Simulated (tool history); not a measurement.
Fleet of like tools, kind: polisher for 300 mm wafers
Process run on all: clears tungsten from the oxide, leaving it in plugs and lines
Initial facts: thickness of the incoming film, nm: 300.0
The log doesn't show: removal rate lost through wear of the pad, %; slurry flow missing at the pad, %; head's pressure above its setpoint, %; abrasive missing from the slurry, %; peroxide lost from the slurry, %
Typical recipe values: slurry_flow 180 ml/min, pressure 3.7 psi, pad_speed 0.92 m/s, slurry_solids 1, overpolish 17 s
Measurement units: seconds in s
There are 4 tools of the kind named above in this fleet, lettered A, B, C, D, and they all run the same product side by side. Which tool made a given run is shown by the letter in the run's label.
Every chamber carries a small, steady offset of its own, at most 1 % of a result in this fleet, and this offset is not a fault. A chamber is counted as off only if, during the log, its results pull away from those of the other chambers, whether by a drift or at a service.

| run | day | slurry_flow | pressure | pad_speed | slurry_solids | overpolish | wafers polished on this pad | hours since the slurry nozzle was cleaned | hours since the head pressure was calibrated | hours since the slurry blender was calibrated | hours since the slurry got fresh peroxide | seconds |
|---|---|---|---|---|---|---|---|---|---|---|---|---|
| 1D | 0.221 | 180 | 3.7 | 0.92 | 1 | 17 | 499 | 432.8 | 654.0 | 32.8 | 5.7 | 75.694 |
|  | 0.462 | chamber B: slurry tank refilled with fresh slurry and peroxide |
| 2C | 0.483 | 180 | 3.7 | 0.92 | 1 | 17 | 453 | 82.4 | 31.5 | 25.7 | 127.3 | 73.799 |
| 3A | 0.792 | 180 | 3.7 | 0.92 | 1 | 17 | 847 | 220.3 | 296.6 | 322.6 | 154.1 | 73.250 |
| 4B | 1.042 | 180 | 3.7 | 0.92 | 1 | 17 | 758 | 88.7 | 292.6 | 60.5 | 13.9 | 71.836 |
| 5C | 1.254 | 235 | 3.2 | 0.92 | 1 | 17 | 633 | 100.9 | 50.0 | 44.2 | 145.8 | 82.647 |
| 6D | 1.554 | 235 | 3.2 | 0.92 | 1 | 17 | 809 | 464.8 | 686.0 | 64.8 | 37.7 | 86.845 |
|  | 1.567 | chamber C: slurry tank refilled with fresh slurry and peroxide |
|  | 1.712 | chamber A: slurry tank refilled with fresh slurry and peroxide |
| 7A | 1.804 | 235 | 3.2 | 0.92 | 1 | 17 | 1083 | 244.6 | 320.9 | 346.9 | 2.2 | 82.997 |
| 8B | 1.979 | 235 | 3.2 | 0.92 | 1 | 17 | 976 | 111.2 | 315.1 | 83.0 | 36.4 | 83.182 |
|  | 2.033 | chamber C: worn pad replaced by a new one |
| 9B | 2.242 | 180 | 3.7 | 0.92 | 1 | 17 | 1037 | 117.5 | 321.4 | 89.3 | 42.7 | 72.370 |
|  | 2.433 | chamber B: slurry tank refilled with fresh slurry and peroxide |
| 10A | 2.588 | 180 | 3.7 | 0.92 | 1 | 17 | 1265 | 263.4 | 339.7 | 365.7 | 21.0 | 74.869 |
|  | 2.612 | chamber A: worn pad replaced by a new one |
| 11C | 2.788 | 180 | 3.7 | 0.92 | 1 | 17 | 176 | 137.7 | 86.8 | 81.0 | 29.3 | 75.132 |
| 12D | 3.075 | 180 | 3.7 | 0.92 | 1 | 17 | 1163 | 501.3 | 722.5 | 101.3 | 74.2 | 75.360 |
|  | 3.104 | chamber D: slurry nozzle cleaned |
|  | 3.104 | chamber D: slurry tank refilled with fresh slurry and peroxide |
|  | 3.250 | chamber B: worn pad replaced by a new one |
| 13D | 3.375 | 180 | 3.7 | 0.92 | 1 | 17 | 1233 | 6.5 | 729.7 | 108.5 | 6.5 | 73.288 |
| 14C | 3.658 | 180 | 3.7 | 0.92 | 1 | 17 | 379 | 158.6 | 107.7 | 101.9 | 50.2 | 73.015 |
| 15A | 3.900 | 180 | 3.7 | 0.92 | 1 | 17 | 300 | 294.9 | 371.2 | 397.2 | 52.5 | 73.403 |
|  | 4.096 | chamber B: slurry tank refilled with fresh slurry and peroxide |
| 16B | 4.183 | 180 | 3.7 | 0.92 | 1 | 17 | 217 | 164.1 | 368.0 | 135.9 | 2.1 | 75.240 |
|  | 4.292 | chamber D: worn pad replaced by a new one |
| 17A | 4.421 | 180 | 3.7 | 0.92 | 1 | 17 | 421 | 307.4 | 383.7 | 409.7 | 65.0 | 74.894 |
|  | 4.475 | chamber C: slurry blender recalibrated |
| 18C | 4.704 | 180 | 3.7 | 0.92 | 1 | 17 | 622 | 183.7 | 132.8 | 5.6 | 75.3 | 77.501 |
|  | 4.762 | chamber A: slurry nozzle cleaned |
| 19B | 4.892 | 180 | 3.7 | 0.92 | 1 | 17 | 382 | 181.1 | 385.0 | 152.9 | 19.1 | 75.122 |
| 20D | 5.146 | 180 | 3.7 | 0.92 | 1 | 17 | 199 | 49.0 | 772.2 | 151.0 | 49.0 | 75.340 |
|  | 5.242 | chamber C: worn pad replaced by a new one |
| 21C | 5.417 | 180 | 3.7 | 0.92 | 1 | 17 | 41 | 200.8 | 149.9 | 22.7 | 92.4 | 75.933 |
| 22A | 5.646 | 180 | 3.7 | 0.92 | 1 | 17 | 706 | 21.3 | 413.1 | 439.1 | 94.4 | 75.894 |
| 23B | 5.938 | 180 | 3.7 | 0.92 | 1 | 17 | 626 | 206.2 | 410.1 | 178.0 | 44.2 | 77.378 |
|  | 5.946 | chamber D: slurry tank refilled with fresh slurry and peroxide |
|  | 5.954 | chamber B: slurry tank refilled with fresh slurry and peroxide |
| 24D | 6.254 | 180 | 3.7 | 0.92 | 1 | 17 | 457 | 75.6 | 798.8 | 177.6 | 7.4 | 75.342 |
|  | 6.488 | chamber C: slurry tank refilled with fresh slurry and peroxide |
| 25D | 6.588 | 180 | 3.7 | 0.92 | 1 | 17 | 535 | 83.6 | 806.8 | 185.6 | 15.4 | 76.079 |
|  | 6.746 | chamber A: slurry blender recalibrated |
|  | 6.767 | chamber B: head pressure recalibrated |
| 26C | 6.842 | 180 | 3.7 | 0.92 | 1 | 17 | 373 | 235.0 | 184.1 | 56.9 | 8.6 | 76.461 |
| 27A | 7.033 | 180 | 3.7 | 0.92 | 1 | 17 | 1029 | 54.6 | 446.4 | 7.0 | 127.7 | 75.453 |
| 28B | 7.275 | 180 | 3.7 | 0.92 | 1 | 17 | 937 | 238.3 | 12.2 | 210.1 | 31.7 | 77.438 |
| 29D | 7.612 | 180 | 3.7 | 0.92 | 1 | 17 | 774 | 108.2 | 831.4 | 210.2 | 40.0 | 75.805 |
| 30C | 7.825 | 180 | 4.3 | 0.80 | 1 | 17 | 602 | 258.6 | 207.7 | 80.5 | 32.2 | 75.598 |
|  | 7.862 | chamber A: worn pad replaced by a new one |
|  | 7.925 | chamber B: slurry tank refilled with fresh slurry and peroxide |
| 31A | 8.033 | 180 | 4.3 | 0.80 | 1 | 17 | 40 | 78.6 | 470.4 | 31.0 | 151.7 | 73.015 |
| 32B | 8.379 | 180 | 4.3 | 0.80 | 1 | 17 | 1194 | 264.8 | 38.7 | 236.6 | 10.9 | 72.763 |
|  | 8.417 | chamber C: worn pad replaced by a new one |
| 33D | 8.579 | 180 | 4.3 | 0.80 | 1 | 17 | 999 | 131.4 | 854.6 | 233.4 | 63.2 | 75.451 |
| 34C | 8.933 | 180 | 3.7 | 0.92 | 1 | 17 | 120 | 285.2 | 234.3 | 107.1 | 58.8 | 74.617 |
|  | 9.025 | chamber B: worn pad replaced by a new one |
| 35B | 9.121 | 180 | 3.7 | 0.92 | 1 | 17 | 22 | 282.6 | 56.5 | 254.4 | 28.7 | 76.606 |
|  | 9.242 | chamber A: slurry tank refilled with fresh slurry and peroxide |
| 36A | 9.317 | 180 | 3.7 | 0.92 | 1 | 17 | 338 | 109.4 | 501.2 | 61.8 | 1.9 | 75.153 |

Has any chamber moved away from the others, gradually or after a service, or does the common gauge drift, or do the chambers differ only by their own small steady offsets? State the chamber and the most likely cause if one applies.

No chamber stands off beyond its own small offset, and the gauge holds steady.

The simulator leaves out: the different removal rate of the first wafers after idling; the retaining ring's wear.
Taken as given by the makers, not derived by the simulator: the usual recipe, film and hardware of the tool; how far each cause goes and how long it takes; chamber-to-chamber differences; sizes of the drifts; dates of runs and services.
